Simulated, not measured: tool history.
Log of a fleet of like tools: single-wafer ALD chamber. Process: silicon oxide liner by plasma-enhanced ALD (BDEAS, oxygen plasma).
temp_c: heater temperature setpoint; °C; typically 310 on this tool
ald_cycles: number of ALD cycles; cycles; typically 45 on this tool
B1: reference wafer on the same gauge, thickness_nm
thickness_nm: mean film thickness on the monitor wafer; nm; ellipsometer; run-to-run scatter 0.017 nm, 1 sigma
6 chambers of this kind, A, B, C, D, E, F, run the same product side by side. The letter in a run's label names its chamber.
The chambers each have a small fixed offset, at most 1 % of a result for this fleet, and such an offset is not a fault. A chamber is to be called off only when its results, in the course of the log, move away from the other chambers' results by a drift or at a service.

run 1E hour=7.5 | temp_c=310 ald_cycles=45 | B1=4.0033 | thickness_nm=4.1351
run 2A hour=15.0 | temp_c=310 ald_cycles=45 | B1=3.9987 | thickness_nm=4.1643
run 3D hour=20.4 | temp_c=310 ald_cycles=45 | B1=3.9988 | thickness_nm=4.0962
run 4C hour=27.5 | temp_c=310 ald_cycles=45 | B1=3.9967 | thickness_nm=4.1004
run 5F hour=36.4 | temp_c=302 ald_cycles=51 | B1=4.0016 | thickness_nm=4.7030
run 6B hour=42.7 | temp_c=302 ald_cycles=51 | B1=3.9988 | thickness_nm=4.7732
run 7C hour=47.3 | temp_c=302 ald_cycles=51 | B1=4.0005 | thickness_nm=4.7062
run 8A hour=56.1 | temp_c=302 ald_cycles=51 | B1=3.9996 | thickness_nm=4.8140
run 9E hour=65.4 | temp_c=302 ald_cycles=51 | B1=3.9989 | thickness_nm=4.7905
-- hour=70.4 chamber A: thermocouple changed; heater temperature recalibrated
run 10D hour=71.4 | temp_c=302 ald_cycles=51 | B1=4.0006 | thickness_nm=4.7313
run 11F hour=80.1 | temp_c=310 ald_cycles=45 | B1=3.9990 | thickness_nm=4.0669
run 12B hour=89.6 | temp_c=310 ald_cycles=45 | B1=3.9997 | thickness_nm=4.1580
run 13F hour=95.5 | temp_c=310 ald_cycles=45 | B1=4.0035 | thickness_nm=4.0637
run 14D hour=103.6 | temp_c=310 ald_cycles=45 | B1=4.0001 | thickness_nm=4.1199
run 15E hour=111.9 | temp_c=310 ald_cycles=45 | B1=3.9997 | thickness_nm=4.1340
run 16A hour=121.1 | temp_c=310 ald_cycles=45 | B1=4.0025 | thickness_nm=4.1568
run 17C hour=128.1 | temp_c=310 ald_cycles=45 | B1=3.9944 | thickness_nm=4.1082
run 18B hour=135.4 | temp_c=310 ald_cycles=45 | B1=4.0008 | thickness_nm=4.1309
run 19C hour=142.2 | temp_c=310 ald_cycles=45 | B1=4.0002 | thickness_nm=4.1154
run 20B hour=148.2 | temp_c=310 ald_cycles=45 | B1=3.9977 | thickness_nm=4.1791
run 21F hour=155.0 | temp_c=310 ald_cycles=45 | B1=3.9966 | thickness_nm=4.0964
run 22A hour=164.0 | temp_c=310 ald_cycles=45 | B1=4.0025 | thickness_nm=4.1567
run 23D hour=169.2 | temp_c=301 ald_cycles=52 | B1=4.0029 | thickness_nm=4.7954
run 24E hour=174.8 | temp_c=301 ald_cycles=52 | B1=3.9997 | thickness_nm=4.8551
run 25F hour=182.9 | temp_c=301 ald_cycles=52 | B1=3.9964 | thickness_nm=4.8092
run 26D hour=190.2 | temp_c=301 ald_cycles=52 | B1=3.9952 | thickness_nm=4.8291
run 27E hour=199.8 | temp_c=301 ald_cycles=52 | B1=4.0001 | thickness_nm=4.8333
run 28A hour=206.5 | temp_c=301 ald_cycles=52 | B1=3.9972 | thickness_nm=4.8854
run 29B hour=215.0 | temp_c=310 ald_cycles=45 | B1=4.0005 | thickness_nm=4.1088
run 30C hour=221.4 | temp_c=310 ald_cycles=45 | B1=3.9999 | thickness_nm=4.1107
run 31C hour=230.5 | temp_c=304 ald_cycles=45 | B1=4.0013 | thickness_nm=4.1309
run 32D hour=237.6 | temp_c=304 ald_cycles=45 | B1=3.9985 | thickness_nm=4.1665
run 33F hour=243.2 | temp_c=304 ald_cycles=45 | B1=3.9997 | thickness_nm=4.1299
run 34B hour=248.5 | temp_c=304 ald_cycles=45 | B1=4.0035 | thickness_nm=4.1881
run 35A hour=258.1 | temp_c=304 ald_cycles=45 | B1=3.9981 | thickness_nm=4.2213
run 36E hour=266.3 | temp_c=304 ald_cycles=45 | B1=3.9938 | thickness_nm=4.1745
run 37C hour=271.1 | temp_c=310 ald_cycles=45 | B1=3.9959 | thickness_nm=4.1016
run 38E hour=275.5 | temp_c=310 ald_cycles=45 | B1=4.0008 | thickness_nm=4.1419
run 39D hour=279.9 | temp_c=310 ald_cycles=45 | B1=3.9997 | thickness_nm=4.1492
run 40F hour=284.8 | temp_c=310 ald_cycles=51 | B1=4.0030 | thickness_nm=4.6168
run 41A hour=294.2 | temp_c=310 ald_cycles=51 | B1=3.9971 | thickness_nm=4.7130
run 42B hour=299.1 | temp_c=310 ald_cycles=51 | B1=4.0000 | thickness_nm=4.7128
run 43B hour=306.5 | temp_c=310 ald_cycles=51 | B1=3.9963 | thickness_nm=4.7033
run 44F hour=315.5 | temp_c=310 ald_cycles=51 | B1=3.9957 | thickness_nm=4.6393

Read the log: is a single chamber off, either drifting away or since a service, is the gauge that measures every chamber drifting, or is nothing wrong beyond small per-chamber offsets? Name any odd chamber and what most likely caused it.

All chambers stay in line apart from their small fixed offsets, and the gauge does not drift.
